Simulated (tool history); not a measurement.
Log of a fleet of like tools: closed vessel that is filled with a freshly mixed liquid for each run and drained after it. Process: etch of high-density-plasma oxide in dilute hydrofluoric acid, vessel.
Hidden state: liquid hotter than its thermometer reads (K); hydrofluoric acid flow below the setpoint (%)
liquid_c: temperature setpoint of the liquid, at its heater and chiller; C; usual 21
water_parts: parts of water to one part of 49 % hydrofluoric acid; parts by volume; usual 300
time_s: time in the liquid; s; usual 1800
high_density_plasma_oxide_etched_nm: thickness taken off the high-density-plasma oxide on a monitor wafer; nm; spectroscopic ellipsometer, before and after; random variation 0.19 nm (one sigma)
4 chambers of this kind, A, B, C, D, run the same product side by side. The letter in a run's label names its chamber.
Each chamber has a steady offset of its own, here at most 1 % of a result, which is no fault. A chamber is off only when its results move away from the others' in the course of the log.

| run | hour | liquid_c | water_parts | time_s | hours since the thermometer was replaced | hours since the hydrofluoric acid flow meter was replaced | read-back film thickness of the high-density-plasma oxide reference wafer, read on the same gauge (nm) | high_density_plasma_oxide_etched_nm |
|---|---|---|---|---|---|---|---|---|
| 1A | 11.1 | 21 | 300 | 1800 | 2042.7 | 919.2 | 149.97 | 30.332 |
| 2B | 21.7 | 21 | 300 | 1800 | 1741.8 | 1808.2 | 149.98 | 30.281 |
| 3D | 35.2 | 21 | 300 | 1800 | 75.6 | 770.5 | 149.98 | 29.737 |
| 4C | 49 | 21 | 300 | 1800 | 1629.2 | 155.5 | 149.97 | 30.027 |
| 5B | 59 | 21 | 300 | 1800 | 1779.1 | 1845.5 | 149.96 | 29.914 |
| 6C | 70.7 | 21 | 300 | 1800 | 1650.9 | 177.2 | 150.03 | 29.847 |
| 7A | 79.3 | 21 | 300 | 1800 | 2110.9 | 987.4 | 150.01 | 30.08 |
| 8D | 88.1 | 21 | 300 | 1800 | 128.5 | 823.4 | 149.98 | 29.766 |
| 9A | 98.9 | 21 | 300 | 1800 | 2130.5 | 1007 | 150.03 | 30.455 |
|  | 100.1 | chamber A: thermometer replaced |
|  | 100.3 | chamber B: hydrofluoric acid flow meter replaced |
| 10C | 106.4 | 21 | 300 | 1800 | 1686.6 | 212.9 | 149.95 | 29.86 |
| 11D | 118.4 | 21 | 300 | 1800 | 158.8 | 853.7 | 150 | 29.98 |
| 12B | 128.4 | 21 | 300 | 1800 | 1848.5 | 28.1 | 149.98 | 30.018 |
| 13B | 138.1 | 21 | 300 | 1800 | 1858.2 | 37.8 | 150.04 | 30.35 |
| 14D | 147 | 21 | 300 | 1800 | 187.4 | 882.3 | 150.01 | 29.449 |
| 15A | 157.8 | 21 | 300 | 1800 | 57.8 | 1065.9 | 149.98 | 30.066 |
| 16C | 168.8 | 21 | 300 | 1800 | 1749 | 275.3 | 149.99 | 29.766 |
| 17A | 182.1 | 21 | 300 | 1800 | 82.1 | 1090.2 | 149.97 | 30.256 |
| 18C | 194.9 | 21 | 300 | 1800 | 1775.1 | 301.4 | 150.03 | 29.787 |
| 19D | 204.5 | 21 | 300 | 1800 | 244.9 | 939.8 | 150 | 29.733 |
| 20B | 215.3 | 21 | 300 | 2380 | 1935.4 | 115 | 149.97 | 40.081 |
| 21C | 227.7 | 21 | 300 | 2380 | 1807.9 | 334.2 | 149.96 | 39.266 |
| 22B | 239.2 | 21 | 300 | 2380 | 1959.3 | 138.9 | 150.05 | 39.596 |
| 23D | 247.5 | 21 | 300 | 2380 | 287.9 | 982.8 | 149.99 | 39.438 |
| 24A | 254.8 | 21 | 300 | 1800 | 154.8 | 1162.9 | 149.97 | 30.242 |
| 25A | 265.6 | 21 | 300 | 1800 | 165.6 | 1173.7 | 149.98 | 30.538 |
| 26D | 272 | 21 | 300 | 1800 | 312.4 | 1007.3 | 149.95 | 30.127 |
| 27B | 283.6 | 21 | 300 | 1800 | 2003.7 | 183.3 | 150.06 | 29.824 |
|  | 285.4 | chamber C: hydrofluoric acid flow meter replaced |
| 28C | 296 | 21 | 300 | 1800 | 1876.2 | 10.6 | 149.97 | 30.171 |
| 29A | 308.3 | 21 | 300 | 1800 | 208.3 | 1216.4 | 149.96 | 29.976 |
| 30D | 317.3 | 21 | 300 | 2415 | 357.7 | 1052.6 | 149.99 | 39.744 |
| 31B | 326.7 | 21 | 300 | 2415 | 2046.8 | 226.4 | 149.97 | 40.778 |
| 32C | 336.1 | 21 | 300 | 2415 | 1916.3 | 50.7 | 150 | 39.908 |
| 33C | 343.8 | 21 | 300 | 2415 | 1924 | 58.4 | 150 | 39.681 |
| 34B | 355.1 | 21 | 300 | 1800 | 2075.2 | 254.8 | 150 | 30.56 |
| 35A | 364.5 | 21 | 300 | 1800 | 264.5 | 1272.6 | 149.97 | 30.083 |
| 36D | 376.2 | 21 | 300 | 1800 | 416.6 | 1111.5 | 150.03 | 30.062 |
|  | 377.6 | chamber C: thermometer replaced |
| 37C | 388.1 | 21 | 300 | 1800 | 10.6 | 102.7 | 150.04 | 30.146 |
| 38B | 395.3 | 19 | 300 | 1800 | 2115.4 | 295 | 149.98 | 28.252 |
| 39D | 401.8 | 19 | 300 | 1800 | 442.2 | 1137.1 | 150 | 27.653 |
| 40A | 411.7 | 19 | 300 | 1800 | 311.7 | 1319.8 | 149.99 | 28.09 |
| 41A | 419.4 | 19 | 300 | 1800 | 319.4 | 1327.5 | 149.98 | 27.784 |
| 42C | 431.1 | 18 | 300 | 2220 | 53.6 | 145.7 | 150.04 | 32.861 |
| 43B | 439.4 | 18 | 300 | 2220 | 2159.5 | 339.1 | 150.02 | 33.264 |

Next, every chamber runs the same settings. What will each give?
| 44A | 449.4 | 21 | 300 | 1800 |  |  |  | ? |
| 44B | 449.4 | 21 | 300 | 1800 |  |  |  | ? |
| 44C | 449.4 | 21 | 300 | 1800 |  |  |  | ? |
| 44D | 449.4 | 21 | 300 | 1800 |  |  |  | ? |

| run | high_density_plasma_oxide_etched_nm |
|---|---|
| 44A | 29.915 |
| 44B | 29.956 |
| 44C | 29.838 |
| 44D | 29.874 |

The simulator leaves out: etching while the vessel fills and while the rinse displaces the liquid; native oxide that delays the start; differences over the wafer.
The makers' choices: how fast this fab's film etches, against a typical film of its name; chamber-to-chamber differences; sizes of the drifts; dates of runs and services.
